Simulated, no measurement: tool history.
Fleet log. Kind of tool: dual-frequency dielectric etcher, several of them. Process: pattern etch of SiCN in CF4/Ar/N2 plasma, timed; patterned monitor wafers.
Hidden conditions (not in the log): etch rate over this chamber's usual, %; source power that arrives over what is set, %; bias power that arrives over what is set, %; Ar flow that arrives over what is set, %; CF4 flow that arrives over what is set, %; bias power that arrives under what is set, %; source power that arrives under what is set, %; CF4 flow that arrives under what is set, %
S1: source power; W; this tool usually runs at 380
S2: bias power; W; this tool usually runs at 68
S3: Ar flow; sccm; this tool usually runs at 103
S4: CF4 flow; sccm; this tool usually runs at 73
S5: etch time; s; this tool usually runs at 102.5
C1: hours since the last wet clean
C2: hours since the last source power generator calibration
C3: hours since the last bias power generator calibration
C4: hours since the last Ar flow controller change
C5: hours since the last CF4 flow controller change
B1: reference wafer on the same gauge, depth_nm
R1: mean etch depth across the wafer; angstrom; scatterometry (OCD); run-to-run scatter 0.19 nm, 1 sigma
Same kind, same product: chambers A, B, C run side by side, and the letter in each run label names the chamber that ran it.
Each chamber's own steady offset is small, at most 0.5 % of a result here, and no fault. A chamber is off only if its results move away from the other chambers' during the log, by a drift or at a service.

run   hour   S1  S2   S3  S4     S5     C1      C2      C3      C4      C5      B1      R1
 1A   10.5  380  68  103  73  102.5  140.4  3528.2  1527.9  3032.2  1308.3  68.765  744.59
 2B   20.7  380  68  103  73  102.5  261.9   200.2   473.6   539.1  4203.3  68.769  742.56
 3C   30.7  380  68  103  73  102.5  389.3  5072.4   607.3  1242.2  1206.4  68.815  741.36
 4B   35.7  380  68  103  73  102.5  276.9   215.2   488.6   554.1  4218.3  68.816  744.75
 5C     43  380  68  103  73  102.5  401.6  5084.7   619.6  1254.5  1218.7  68.827  745.97
 6A     53  380  68  103  73  102.5  182.9  3570.7  1570.4  3074.7  1350.8  68.822  745.44
 7B   61.8  380  76  103  90  102.5    303   241.3   514.7   580.2  4244.4  68.807   798.4
 8C   69.6  380  76  103  90  102.5  428.2  5111.3   646.2  1281.1  1245.3  68.776  797.47
 9A   76.8  380  76  103  90  102.5  206.7  3594.5  1594.2  3098.5  1374.6  68.809   796.6
      82.6  -- chamber C: wet clean of the chamber
10B   87.3  380  68  103  73  102.5  328.5   266.8   540.2   605.7  4269.9    68.8  746.33
11A     94  380  75  103  73  102.5  223.9  3611.7  1611.4  3115.7  1391.8  68.784  771.48
12C     99  380  75  103  73  102.5   16.4  5140.7   675.6  1310.5  1274.7  68.777  772.46
13A    105  380  75  103  73  102.5  234.9  3622.7  1622.4  3126.7  1402.8   68.82     770
14B    111  380  68  103  73  102.5  352.2   290.5   563.9   629.4  4293.6  68.809  745.49
15C  116.7  380  68  103  73  102.5   34.1  5158.4   693.3  1328.2  1292.4  68.779  744.11
16C    125  450  68  103  80  102.5   42.4  5166.7   701.6  1336.5  1300.7   68.83  876.83
17A  134.8  450  68  103  80  102.5  264.7  3652.5  1652.2  3156.5  1432.6  68.858  871.81
18B  143.8  450  68  103  80  102.5    385   323.3   596.7   662.2  4326.4  68.808  875.61
19B  150.7  380  68  103  73  102.5  391.9   330.2   603.6   669.1  4333.3  68.779  744.53
20A  160.8  380  68  103  73  102.5  290.7  3678.5  1678.2  3182.5  1458.6  68.796  745.28
21C  166.6  380  68  103  73  102.5     84  5208.3   743.2  1378.1  1342.3  68.854  745.71
     170.6  -- chamber C: source power generator calibrated
22B  175.3  380  68  103  73  102.5  416.5   354.8   628.2   693.7  4357.9  68.818  747.23
23C  184.6  380  68  103  73  102.5    102      14   761.2  1396.1  1360.3  68.808  723.95
24A  191.4  380  68  103  66     77  321.3  3709.1  1708.8  3213.1  1489.2  68.781  548.46
     191.9  -- chamber B: wet clean of the chamber
25A  197.5  380  68  103  66     77  327.4  3715.2  1714.9  3219.2  1495.3  68.796  550.17
     203.6  -- chamber A: source power generator calibrated
26C  206.8  380  68  103  66     77  124.2    36.2   783.4  1418.3  1382.5  68.783  535.17
27B  213.8  380  68  103  73  102.5   21.9   393.3   666.7   732.2  4396.4  68.799  742.11
28B  223.7  320  52  103  73  102.5   31.8   403.2   676.6   742.1  4406.3  68.791  586.33
29C  230.6  320  52  103  73  102.5    148      60   807.2  1442.1  1406.3  68.822  568.06
30A  236.4  320  52  103  73  102.5  366.3    32.8  1753.8  3258.1  1534.2  68.789  584.02
31C  243.5  380  68  103  73  102.5  160.9    72.9   820.1    1455  1419.2  68.808  724.74
32A  253.4  380  68  103  73  102.5  383.3    49.8  1770.8  3275.1  1551.2  68.808  748.13
33B  263.9  380  68  103  73  102.5     72   443.4   716.8   782.3  4446.5  68.802  748.84
34B  272.6  320  68  103  73  102.5   80.7   452.1   725.5     791  4455.2  68.836  642.51

Does one chamber stand apart from the rest, does the shared gauge drift, or is all well apart from small per-chamber offsets? Give the chamber and the most likely cause, where there is one.

A service on chamber C put it out of line with the rest.
What lies behind it: source power that arrives under what is set, % = 3.32.

Chamber C could run next with any of the 4 candidate recipes listed below; each alters the usual settings, and their results appear as question marks. Which one brings its results back in line with what the other chambers deliver on the usual settings?
Counts as in line when no further than this from what the other chambers average on the usual settings: R1 6.5 angstrom
35C-1  280.3  380  68  103  73  105.5                           ?
35C-2  280.3  390  68  103  73  105.5                           ?
35C-3  280.3  370  68  103  73   99.5                           ?
35C-4  280.3  380  68  123  73  102.5                           ?

The other chambers' mean on the usual settings: R1 744.4 angstrom
  run      R1
35C-1  745.26
35C-2  762.72
35C-3  686.36
35C-4  704.52
35C-1 is the one that brings the chamber's results back in line with the other chambers.
